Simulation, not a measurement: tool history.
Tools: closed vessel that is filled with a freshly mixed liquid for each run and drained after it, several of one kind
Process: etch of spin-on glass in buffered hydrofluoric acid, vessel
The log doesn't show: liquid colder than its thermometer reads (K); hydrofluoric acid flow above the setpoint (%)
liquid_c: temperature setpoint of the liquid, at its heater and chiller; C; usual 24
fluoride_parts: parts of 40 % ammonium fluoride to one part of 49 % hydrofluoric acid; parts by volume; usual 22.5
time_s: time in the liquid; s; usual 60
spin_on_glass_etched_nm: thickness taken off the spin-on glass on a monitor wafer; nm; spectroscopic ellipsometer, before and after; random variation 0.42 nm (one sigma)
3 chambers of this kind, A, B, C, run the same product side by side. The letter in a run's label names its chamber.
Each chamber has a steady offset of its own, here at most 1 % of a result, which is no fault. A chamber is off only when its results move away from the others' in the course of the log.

| run | hour | liquid_c | fluoride_parts | time_s | hours since the thermometer was replaced | hours since the hydrofluoric acid flow meter was replaced | read-back film thickness of the spin-on glass reference wafer, read on the same gauge (nm) | spin_on_glass_etched_nm |
|---|---|---|---|---|---|---|---|---|
| 1C | 8.7 | 24 | 22.5 | 60 | 1525.6 | 476.8 | 139.99 | 60.366 |
| 2A | 16 | 24 | 22.5 | 60 | 1742.6 | 280.7 | 140.01 | 59.862 |
| 3B | 23.5 | 24 | 22.5 | 60 | 511.8 | 1107.6 | 139.96 | 59.901 |
| 4A | 32.2 | 24 | 22.5 | 60 | 1758.8 | 296.9 | 139.96 | 60.311 |
| 5B | 36.2 | 24 | 22.5 | 60 | 524.5 | 1120.3 | 140.01 | 60.319 |
| 6C | 43.6 | 24 | 22.5 | 60 | 1560.5 | 511.7 | 139.98 | 59.557 |
| 7B | 48.6 | 24 | 22.5 | 60 | 536.9 | 1132.7 | 139.98 | 60.342 |
| 8C | 57.2 | 24 | 22.5 | 60 | 1574.1 | 525.3 | 139.99 | 59.561 |
| 9A | 61.7 | 24 | 22.5 | 60 | 1788.3 | 326.4 | 140.01 | 60.003 |
| 10B | 69.7 | 24 | 22.5 | 60 | 558 | 1153.8 | 140 | 59.696 |
| 11C | 74.2 | 24 | 29.5 | 85 | 1591.1 | 542.3 | 140 | 71.022 |
| 12A | 81.1 | 24 | 29.5 | 85 | 1807.7 | 345.8 | 140.01 | 69.744 |
| 13B | 89.9 | 24 | 29.5 | 85 | 578.2 | 1174 | 139.99 | 69.429 |
| 14A | 98.6 | 24 | 22.5 | 60 | 1825.2 | 363.3 | 139.99 | 59.29 |
| 15C | 103.7 | 24 | 22.5 | 60 | 1620.6 | 571.8 | 140.02 | 59.708 |
| 16C | 109.1 | 24 | 22.5 | 60 | 1626 | 577.2 | 140.02 | 60.268 |
| 17A | 116.2 | 24 | 22.5 | 60 | 1842.8 | 380.9 | 140.02 | 59.96 |
| 18B | 121.4 | 19 | 30 | 60 | 609.7 | 1205.5 | 140.01 | 37.037 |
| 19A | 129.3 | 19 | 30 | 60 | 1855.9 | 394 | 140 | 37.25 |
| 20C | 135.4 | 19 | 30 | 60 | 1652.3 | 603.5 | 139.99 | 37.422 |
| 21B | 142.5 | 24 | 22.5 | 60 | 630.8 | 1226.6 | 139.96 | 61.218 |
| 22B | 150.1 | 24 | 22.5 | 60 | 638.4 | 1234.2 | 139.98 | 60.341 |
| 23A | 156.7 | 24 | 22.5 | 60 | 1883.3 | 421.4 | 140.01 | 59.9 |
| 24C | 165.8 | 24 | 22.5 | 60 | 1682.7 | 633.9 | 139.97 | 59.783 |
| 25A | 174 | 20.5 | 22.5 | 80 | 1900.6 | 438.7 | 140.04 | 66.307 |
| 26B | 181.2 | 20.5 | 22.5 | 80 | 669.5 | 1265.3 | 139.99 | 66.596 |
|  | 183.7 | chamber C: thermometer replaced |
| 27C | 186.7 | 20.5 | 22.5 | 80 | 3.1 | 654.8 | 139.98 | 65.609 |
| 28C | 192.5 | 24 | 22.5 | 60 | 8.9 | 660.6 | 140.02 | 60.024 |
| 29B | 198.6 | 24 | 22.5 | 60 | 686.9 | 1282.7 | 140.03 | 60.046 |
| 30A | 204.8 | 24 | 22.5 | 60 | 1931.4 | 469.5 | 140.01 | 60.097 |
| 31C | 212.5 | 24 | 22.5 | 60 | 28.9 | 680.6 | 140.04 | 60.127 |
| 32A | 217 | 24 | 22.5 | 60 | 1943.6 | 481.7 | 139.93 | 59.606 |
| 33B | 225.4 | 24 | 22.5 | 60 | 713.7 | 1309.5 | 140.01 | 60.744 |
| 34A | 230.4 | 24 | 22.5 | 60 | 1957 | 495.1 | 140.01 | 59.504 |

All 3 chambers run these settings next. Forecast each chamber's results:
| 35A | 236.9 | 24 | 20 | 60 |  |  |  | ? |
| 35B | 236.9 | 24 | 20 | 60 |  |  |  | ? |
| 35C | 236.9 | 24 | 20 | 60 |  |  |  | ? |

| run | spin_on_glass_etched_nm |
|---|---|
| 35A | 64.776 |
| 35B | 65.597 |
| 35C | 64.926 |
